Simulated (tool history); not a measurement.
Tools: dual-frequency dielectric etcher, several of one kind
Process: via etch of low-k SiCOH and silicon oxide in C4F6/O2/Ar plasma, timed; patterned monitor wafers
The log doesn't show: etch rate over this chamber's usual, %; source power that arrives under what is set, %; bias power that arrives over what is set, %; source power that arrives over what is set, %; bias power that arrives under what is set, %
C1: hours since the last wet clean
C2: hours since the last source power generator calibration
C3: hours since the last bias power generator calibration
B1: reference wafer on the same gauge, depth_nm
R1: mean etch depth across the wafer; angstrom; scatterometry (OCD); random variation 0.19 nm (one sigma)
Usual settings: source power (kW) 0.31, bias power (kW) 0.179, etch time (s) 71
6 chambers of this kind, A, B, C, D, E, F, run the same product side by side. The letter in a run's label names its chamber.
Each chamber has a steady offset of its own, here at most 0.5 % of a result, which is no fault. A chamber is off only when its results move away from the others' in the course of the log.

Run 1D, day 0.512: usual settings; C1 100.7; C2 1020.5; C3 2409.5; B1 197.04. Result: R1 1674.3 angstrom.
Run 2C, day 0.992: usual settings; C1 156.5; C2 1958.4; C3 3164.9; B1 197.03. Result: R1 1668.3 angstrom.
Run 3B, day 1.483: usual settings; C1 506.9; C2 2906.2; C3 1644.9; B1 197.1. Result: R1 1678.7 angstrom.
Run 4F, day 1.958: usual settings; C1 319.2; C2 2134; C3 1363.4; B1 197.09. Result: R1 1676.5 angstrom.
Run 5A, day 2.546: usual settings; C1 290.9; C2 414.5; C3 2598.6; B1 197.08. Result: R1 1680 angstrom.
Run 6E, day 2.975: usual settings; C1 314.9; C2 1025.1; C3 1087.6; B1 197.08. Result: R1 1672.3 angstrom.
Run 7F, day 3.588: usual settings; C1 358.3; C2 2173.1; C3 1402.5; B1 197.13. Result: R1 1677.9 angstrom.
At day 3.8: chamber B: wet clean of the chamber.
Run 8E, day 4.221: usual settings; C1 344.8; C2 1055; C3 1117.5; B1 197.22. Result: R1 1673.2 angstrom.
Run 9C, day 4.533: usual settings; C1 241.5; C2 2043.4; C3 3249.9; B1 197.2. Result: R1 1669.2 angstrom.
Run 10A, day 5.058: usual settings; C1 351.2; C2 474.8; C3 2658.9; B1 197.27. Result: R1 1681.1 angstrom.
Run 11B, day 5.533: usual settings; C1 41.7; C2 3003.4; C3 1742.1; B1 197.23. Result: R1 1679.4 angstrom.
At day 5.858: chamber E: wet clean of the chamber.
Run 12D, day 6.079: usual settings but source power (kW) 0.26, etch time (s) 53.5; C1 234.3; C2 1154.1; C3 2543.1; B1 197.33. Result: R1 1185.1 angstrom.
Run 13D, day 6.488: usual settings but source power (kW) 0.26, etch time (s) 53.5; C1 244.1; C2 1163.9; C3 2552.9; B1 197.35. Result: R1 1183.6 angstrom.
Run 14E, day 6.825: usual settings but source power (kW) 0.26, etch time (s) 53.5; C1 23.2; C2 1117.5; C3 1180; B1 197.3. Result: R1 1179.1 angstrom.
Run 15C, day 7.192: usual settings but source power (kW) 0.26, etch time (s) 53.5; C1 305.3; C2 2107.2; C3 3313.7; B1 197.31. Result: R1 1180.5 angstrom.
Run 16B, day 7.512: usual settings but source power (kW) 0.26, etch time (s) 53.5; C1 89.2; C2 3050.9; C3 1789.6; B1 197.36. Result: R1 1182.4 angstrom.
Run 17A, day 8.021: usual settings but source power (kW) 0.26, etch time (s) 53.5; C1 422.3; C2 545.9; C3 2730; B1 197.37. Result: R1 1182.4 angstrom.
Run 18F, day 8.521: usual settings; C1 476.7; C2 2291.5; C3 1520.9; B1 197.36. Result: R1 1679.9 angstrom.
Run 19A, day 8.942: usual settings; C1 444.4; C2 568; C3 2752.1; B1 197.42. Result: R1 1680.5 angstrom.
Run 20E, day 9.521: usual settings; C1 87.9; C2 1182.2; C3 1244.7; B1 197.42. Result: R1 1676.1 angstrom.
Run 21D, day 10.025: usual settings but bias power (kW) 0.148, etch time (s) 58; C1 329; C2 1248.8; C3 2637.8; B1 197.37. Result: R1 1291.9 angstrom.
Run 22F, day 10.354: usual settings but bias power (kW) 0.148, etch time (s) 58; C1 520.7; C2 2335.5; C3 1564.9; B1 197.45. Result: R1 1292.1 angstrom.
Run 23B, day 11.017: usual settings but bias power (kW) 0.148, etch time (s) 58; C1 173.3; C2 3135; C3 1873.7; B1 197.52. Result: R1 1295.1 angstrom.
Run 24C, day 11.358: usual settings but bias power (kW) 0.148, etch time (s) 58; C1 405.3; C2 2207.2; C3 3413.7; B1 197.56. Result: R1 1286.1 angstrom.
At day 11.608: chamber A: bias power generator calibrated.
Run 25C, day 11.75: usual settings but bias power (kW) 0.148, etch time (s) 58; C1 414.7; C2 2216.6; C3 3423.1; B1 197.56. Result: R1 1287.2 angstrom.
Run 26D, day 12.258: usual settings but bias power (kW) 0.148, etch time (s) 58; C1 382.6; C2 1302.4; C3 2691.4; B1 197.53. Result: R1 1294.4 angstrom.
Run 27B, day 12.708: usual settings; C1 213.9; C2 3175.6; C3 1914.3; B1 197.63. Result: R1 1681.4 angstrom.
Run 28A, day 13.167: usual settings but source power (kW) 0.28, bias power (kW) 0.214; C1 545.8; C2 669.4; C3 37.4; B1 197.62. Result: R1 1716.2 angstrom.
Run 29E, day 13.825: usual settings but source power (kW) 0.28, bias power (kW) 0.214; C1 191.2; C2 1285.5; C3 1348; B1 197.64. Result: R1 1710.5 angstrom.
Run 30F, day 14.204: usual settings but source power (kW) 0.28, bias power (kW) 0.214; C1 613.1; C2 2427.9; C3 1657.3; B1 197.67. Result: R1 1714.7 angstrom.
At day 14.346: chamber F: wet clean of the chamber.
Run 31A, day 14.683: usual settings but source power (kW) 0.28, bias power (kW) 0.214; C1 582.2; C2 705.8; C3 73.8; B1 197.72. Result: R1 1717.9 angstrom.
Run 32D, day 15.021: usual settings but source power (kW) 0.28, bias power (kW) 0.214; C1 448.9; C2 1368.7; C3 2757.7; B1 197.77. Result: R1 1715.4 angstrom.
Run 33E, day 15.658: usual settings but source power (kW) 0.28, bias power (kW) 0.214; C1 235.2; C2 1329.5; C3 1392; B1 197.78. Result: R1 1709.7 angstrom.
Run 34F, day 16.204: usual settings; C1 44.6; C2 2475.9; C3 1705.3; B1 197.73. Result: R1 1685.8 angstrom.
Run 35B, day 16.867: usual settings; C1 313.7; C2 3275.4; C3 2014.1; B1 197.78. Result: R1 1682.3 angstrom.
At day 17.096: chamber A: wet clean of the chamber.
Run 36C, day 17.208: usual settings; C1 545.7; C2 2347.6; C3 3554.1; B1 197.84. Result: R1 1678.5 angstrom.
At day 17.412: chamber B: bias power generator calibrated.
Run 37A, day 17.717: usual settings; C1 15; C2 778.6; C3 146.6; B1 197.85. Result: R1 1682.7 angstrom.
Run 38F, day 18.121: usual settings; C1 90.6; C2 2521.9; C3 1751.3; B1 197.81. Result: R1 1678.1 angstrom.
Run 39D, day 18.754: usual settings; C1 538.5; C2 1458.3; C3 2847.3; B1 197.89. Result: R1 1684.9 angstrom.
Run 40C, day 19.142: usual settings; C1 592.1; C2 2394; C3 3600.5; B1 197.95. Result: R1 1678.8 angstrom.
Run 41B, day 19.471: usual settings; C1 376.2; C2 3337.9; C3 49.5; B1 197.89. Result: R1 1682.5 angstrom.

Next, every chamber runs the same settings. What will each give?
Run 42A, day 19.958: usual settings but etch time (s) 89. Result: R1 ?.
Run 42B, day 19.958: usual settings but etch time (s) 89. Result: R1 ?.
Run 42C, day 19.958: usual settings but etch time (s) 89. Result: R1 ?.
Run 42D, day 19.958: usual settings but etch time (s) 89. Result: R1 ?.
Run 42E, day 19.958: usual settings but etch time (s) 89. Result: R1 ?.
Run 42F, day 19.958: usual settings but etch time (s) 89. Result: R1 ?.

run      R1
42A  2115.1
42B  2108.5
42C  2100.6
42D  2115.5
42E    2105
42F  2110.6
